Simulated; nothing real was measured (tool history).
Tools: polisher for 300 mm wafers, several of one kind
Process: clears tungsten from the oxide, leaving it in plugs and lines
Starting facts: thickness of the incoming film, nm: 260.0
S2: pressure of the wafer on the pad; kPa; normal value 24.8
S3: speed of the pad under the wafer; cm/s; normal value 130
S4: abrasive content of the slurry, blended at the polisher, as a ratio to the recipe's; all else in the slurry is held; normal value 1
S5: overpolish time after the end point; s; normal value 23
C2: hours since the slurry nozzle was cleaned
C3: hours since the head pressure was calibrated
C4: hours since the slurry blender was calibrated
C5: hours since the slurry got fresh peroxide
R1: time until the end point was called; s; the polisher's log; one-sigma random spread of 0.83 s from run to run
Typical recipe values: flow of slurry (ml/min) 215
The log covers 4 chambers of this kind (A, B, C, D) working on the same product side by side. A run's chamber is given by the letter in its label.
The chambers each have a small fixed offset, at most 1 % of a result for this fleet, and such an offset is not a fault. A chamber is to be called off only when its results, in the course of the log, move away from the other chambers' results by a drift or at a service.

-- day=0.038 chamber C: slurry tank refilled with fresh slurry and peroxide
run 1B day=0.196 | flow_of_slurry_(ml/min)=215 S2=24.8 S3=130 S4=1 S5=23 | wafers_polished_on_this_pad=176 C2=255.1 C3=104.8 C4=314.2 C5=39.7 | R1=46.431
run 2C day=0.396 | flow_of_slurry_(ml/min)=215 S2=24.8 S3=130 S4=1 S5=23 | wafers_polished_on_this_pad=514 C2=49.1 C3=432.9 C4=157.1 C5=8.6 | R1=45.755
-- day=0.679 chamber B: slurry blender recalibrated
-- day=0.808 chamber B: slurry tank refilled with fresh slurry and peroxide
run 3D day=0.812 | flow_of_slurry_(ml/min)=215 S2=24.8 S3=130 S4=1 S5=23 | wafers_polished_on_this_pad=928 C2=113.8 C3=795.1 C4=42.7 C5=201.4 | R1=46.381
run 4A day=1.079 | flow_of_slurry_(ml/min)=215 S2=24.8 S3=130 S4=1 S5=23 | wafers_polished_on_this_pad=363 C2=330.3 C3=694.2 C4=213.3 C5=50.4 | R1=47.132
-- day=1.217 chamber C: worn pad replaced by a new one
run 5D day=1.512 | flow_of_slurry_(ml/min)=215 S2=24.8 S3=130 S4=1 S5=23 | wafers_polished_on_this_pad=1134 C2=130.6 C3=811.9 C4=59.5 C5=218.2 | R1=46.813
-- day=1.662 chamber D: slurry tank refilled with fresh slurry and peroxide
run 6C day=1.846 | flow_of_slurry_(ml/min)=215 S2=24.8 S3=130 S4=0.85 S5=30 | wafers_polished_on_this_pad=186 C2=83.9 C3=467.7 C4=191.9 C5=43.4 | R1=47.805
-- day=2.025 chamber C: slurry tank refilled with fresh slurry and peroxide
-- day=2.083 chamber C: slurry blender recalibrated
run 7A day=2.2 | flow_of_slurry_(ml/min)=215 S2=24.8 S3=130 S4=0.85 S5=30 | wafers_polished_on_this_pad=694 C2=357.2 C3=721.1 C4=240.2 C5=77.3 | R1=46.072
-- day=2.4 chamber B: worn pad replaced by a new one
-- day=2.412 chamber D: worn pad replaced by a new one
-- day=2.467 chamber A: slurry tank refilled with fresh slurry and peroxide
-- day=2.542 chamber A: worn pad replaced by a new one
run 8B day=2.575 | flow_of_slurry_(ml/min)=215 S2=24.8 S3=130 S4=0.85 S5=30 | wafers_polished_on_this_pad=51 C2=312.2 C3=161.9 C4=45.5 C5=42.5 | R1=48.803
run 9D day=2.762 | flow_of_slurry_(ml/min)=215 S2=24.8 S3=130 S4=0.85 S5=30 | wafers_polished_on_this_pad=103 C2=160.6 C3=841.9 C4=89.5 C5=26.4 | R1=47.896
-- day=2.846 chamber D: slurry blender recalibrated
run 10A day=3.179 | flow_of_slurry_(ml/min)=215 S2=21.4 S3=130 S4=1 S5=23 | wafers_polished_on_this_pad=189 C2=380.7 C3=744.6 C4=263.7 C5=17.2 | R1=54.259
-- day=3.188 chamber B: slurry tank refilled with fresh slurry and peroxide
-- day=3.296 chamber C: worn pad replaced by a new one
run 11B day=3.4 | flow_of_slurry_(ml/min)=215 S2=21.4 S3=130 S4=1 S5=23 | wafers_polished_on_this_pad=295 C2=332 C3=181.7 C4=65.3 C5=5.2 | R1=53.996
run 12C day=3.658 | flow_of_slurry_(ml/min)=215 S2=21.4 S3=130 S4=1 S5=23 | wafers_polished_on_this_pad=107 C2=127.4 C3=511.2 C4=37.9 C5=39.2 | R1=53.64
run 13B day=3.996 | flow_of_slurry_(ml/min)=215 S2=21.4 S3=130 S4=1 S5=23 | wafers_polished_on_this_pad=470 C2=346.3 C3=196 C4=79.6 C5=19.5 | R1=53.251
run 14D day=4.242 | flow_of_slurry_(ml/min)=215 S2=24.8 S3=130 S4=1 S5=23 | wafers_polished_on_this_pad=540 C2=196.1 C3=877.4 C4=33.6 C5=61.9 | R1=45.473
-- day=4.317 chamber C: slurry tank refilled with fresh slurry and peroxide
run 15A day=4.621 | flow_of_slurry_(ml/min)=215 S2=24.8 S3=130 S4=1 S5=23 | wafers_polished_on_this_pad=614 C2=415.3 C3=779.2 C4=298.3 C5=51.8 | R1=46.621
-- day=4.971 chamber A: head pressure recalibrated
run 16C day=5.017 | flow_of_slurry_(ml/min)=215 S2=24.8 S3=130 S4=1 S5=23 | wafers_polished_on_this_pad=508 C2=160 C3=543.8 C4=70.5 C5=16.8 | R1=46.794
-- day=5.238 chamber A: worn pad replaced by a new one
-- day=5.367 chamber B: worn pad replaced by a new one
run 17C day=5.371 | flow_of_slurry_(ml/min)=215 S2=24.8 S3=130 S4=1 S5=23 | wafers_polished_on_this_pad=612 C2=168.5 C3=552.3 C4=79 C5=25.3 | R1=47.516
run 18A day=5.662 | flow_of_slurry_(ml/min)=215 S2=24.8 S3=130 S4=1 S5=23 | wafers_polished_on_this_pad=126 C2=440.3 C3=16.7 C4=323.3 C5=76.8 | R1=47.653
-- day=5.738 chamber B: slurry tank refilled with fresh slurry and peroxide
-- day=5.742 chamber A: slurry tank refilled with fresh slurry and peroxide
-- day=5.758 chamber C: worn pad replaced by a new one
run 19D day=6.062 | flow_of_slurry_(ml/min)=215 S2=24.8 S3=130 S4=1 S5=23 | wafers_polished_on_this_pad=1077 C2=239.8 C3=921.1 C4=77.3 C5=105.6 | R1=47.253
run 20B day=6.35 | flow_of_slurry_(ml/min)=215 S2=24.8 S3=130 S4=1.15 S5=23 | wafers_polished_on_this_pad=290 C2=402.8 C3=252.5 C4=136.1 C5=14.7 | R1=45.547
-- day=6.558 chamber D: slurry blender recalibrated
run 21B day=6.608 | flow_of_slurry_(ml/min)=215 S2=24.8 S3=130 S4=1.15 S5=23 | wafers_polished_on_this_pad=366 C2=409 C3=258.7 C4=142.3 C5=20.9 | R1=45.635
-- day=6.658 chamber D: worn pad replaced by a new one
-- day=6.892 chamber C: slurry tank refilled with fresh slurry and peroxide
run 22D day=7.038 | flow_of_slurry_(ml/min)=215 S2=24.8 S3=130 S4=1.15 S5=23 | wafers_polished_on_this_pad=112 C2=263.2 C3=944.5 C4=11.6 C5=129 | R1=43.602
run 23A day=7.412 | flow_of_slurry_(ml/min)=215 S2=24.8 S3=130 S4=1.15 S5=23 | wafers_polished_on_this_pad=642 C2=482.3 C3=58.7 C4=365.3 C5=40.2 | R1=44.762
-- day=7.492 chamber A: slurry blender recalibrated
run 24C day=7.75 | flow_of_slurry_(ml/min)=215 S2=24.8 S3=130 S4=1 S5=23 | wafers_polished_on_this_pad=588 C2=225.6 C3=609.4 C4=136.1 C5=20.7 | R1=45.317
run 25D day=7.946 | flow_of_slurry_(ml/min)=215 S2=24.8 S3=130 S4=1 S5=23 | wafers_polished_on_this_pad=380 C2=285 C3=966.3 C4=33.4 C5=150.8 | R1=45.85
-- day=8.046 chamber B: slurry tank refilled with fresh slurry and peroxide
-- day=8.129 chamber C: worn pad replaced by a new one
run 26C day=8.175 | flow_of_slurry_(ml/min)=215 S2=24.8 S3=130 S4=1 S5=23 | wafers_polished_on_this_pad=14 C2=235.8 C3=619.6 C4=146.3 C5=30.9 | R1=45.128
run 27B day=8.512 | flow_of_slurry_(ml/min)=215 S2=24.8 S3=130 S4=1 S5=23 | wafers_polished_on_this_pad=928 C2=454.7 C3=304.4 C4=188 C5=11.2 | R1=45.233
-- day=8.521 chamber B: worn pad replaced by a new one
-- day=8.558 chamber A: worn pad replaced by a new one
run 28A day=8.808 | flow_of_slurry_(ml/min)=215 S2=24.8 S3=130 S4=1 S5=23 | wafers_polished_on_this_pad=74 C2=515.8 C3=92.2 C4=31.6 C5=73.7 | R1=44.89
-- day=9.017 chamber C: slurry tank refilled with fresh slurry and peroxide
run 29B day=9.138 | flow_of_slurry_(ml/min)=215 S2=24.8 S3=130 S4=1 S5=23 | wafers_polished_on_this_pad=182 C2=469.7 C3=319.4 C4=203 C5=26.2 | R1=47.46
run 30D day=9.333 | flow_of_slurry_(ml/min)=215 S2=24.8 S3=130 S4=1 S5=23 | wafers_polished_on_this_pad=790 C2=318.3 C3=999.6 C4=66.7 C5=184.1 | R1=47.687
run 31C day=9.579 | flow_of_slurry_(ml/min)=215 S2=24.8 S3=130 S4=1 S5=23 | wafers_polished_on_this_pad=428 C2=269.5 C3=653.3 C4=180 C5=13.6 | R1=46.014
-- day=9.6 chamber A: slurry tank refilled with fresh slurry and peroxide
-- day=9.608 chamber D: slurry tank refilled with fresh slurry and peroxide
run 32A day=9.975 | flow_of_slurry_(ml/min)=215 S2=19.3 S3=102 S4=1 S5=23 | wafers_polished_on_this_pad=418 C2=543.8 C3=120.2 C4=59.6 C5=9.1 | R1=73.082
-- day=10.121 chamber B: slurry tank refilled with fresh slurry and peroxide
-- day=10.196 chamber C: slurry blender recalibrated
run 33B day=10.221 | flow_of_slurry_(ml/min)=215 S2=19.3 S3=102 S4=1 S5=23 | wafers_polished_on_this_pad=501 C2=495.7 C3=345.4 C4=229 C5=2.4 | R1=79.279
-- day=10.433 chamber C: worn pad replaced by a new one
run 34A day=10.5 | flow_of_slurry_(ml/min)=215 S2=19.3 S3=102 S4=1 S5=23 | wafers_polished_on_this_pad=573 C2=556.4 C3=132.8 C4=72.2 C5=21.7 | R1=77.03
run 35D day=10.771 | flow_of_slurry_(ml/min)=215 S2=19.3 S3=102 S4=1 S5=23 | wafers_polished_on_this_pad=1214 C2=352.8 C3=1034.1 C4=101.2 C5=28 | R1=75.521
run 36C day=10.992 | flow_of_slurry_(ml/min)=215 S2=24.8 S3=130 S4=1 S5=23 | wafers_polished_on_this_pad=165 C2=303.4 C3=687.2 C4=19.2 C5=47.5 | R1=46.745
-- day=11.071 chamber B: slurry nozzle cleaned
run 37B day=11.383 | flow_of_slurry_(ml/min)=215 S2=24.8 S3=130 S4=0.85 S5=23 | wafers_polished_on_this_pad=844 C2=7.5 C3=373.3 C4=256.9 C5=30.3 | R1=46.968

Next, all 4 chambers run the settings below, one line each with question marks for the results. What does each chamber give?
run 38A day=11.696 | flow_of_slurry_(ml/min)=215 S2=20.7 S3=130 S4=1 S5=23 | R1=?
run 38B day=11.696 | flow_of_slurry_(ml/min)=215 S2=20.7 S3=130 S4=1 S5=23 | R1=?
run 38C day=11.696 | flow_of_slurry_(ml/min)=215 S2=20.7 S3=130 S4=1 S5=23 | R1=?
run 38D day=11.696 | flow_of_slurry_(ml/min)=215 S2=20.7 S3=130 S4=1 S5=23 | R1=?

run=38A R1=55.66
run=38B R1=55.238
run=38C R1=55.525
run=38D R1=55.102
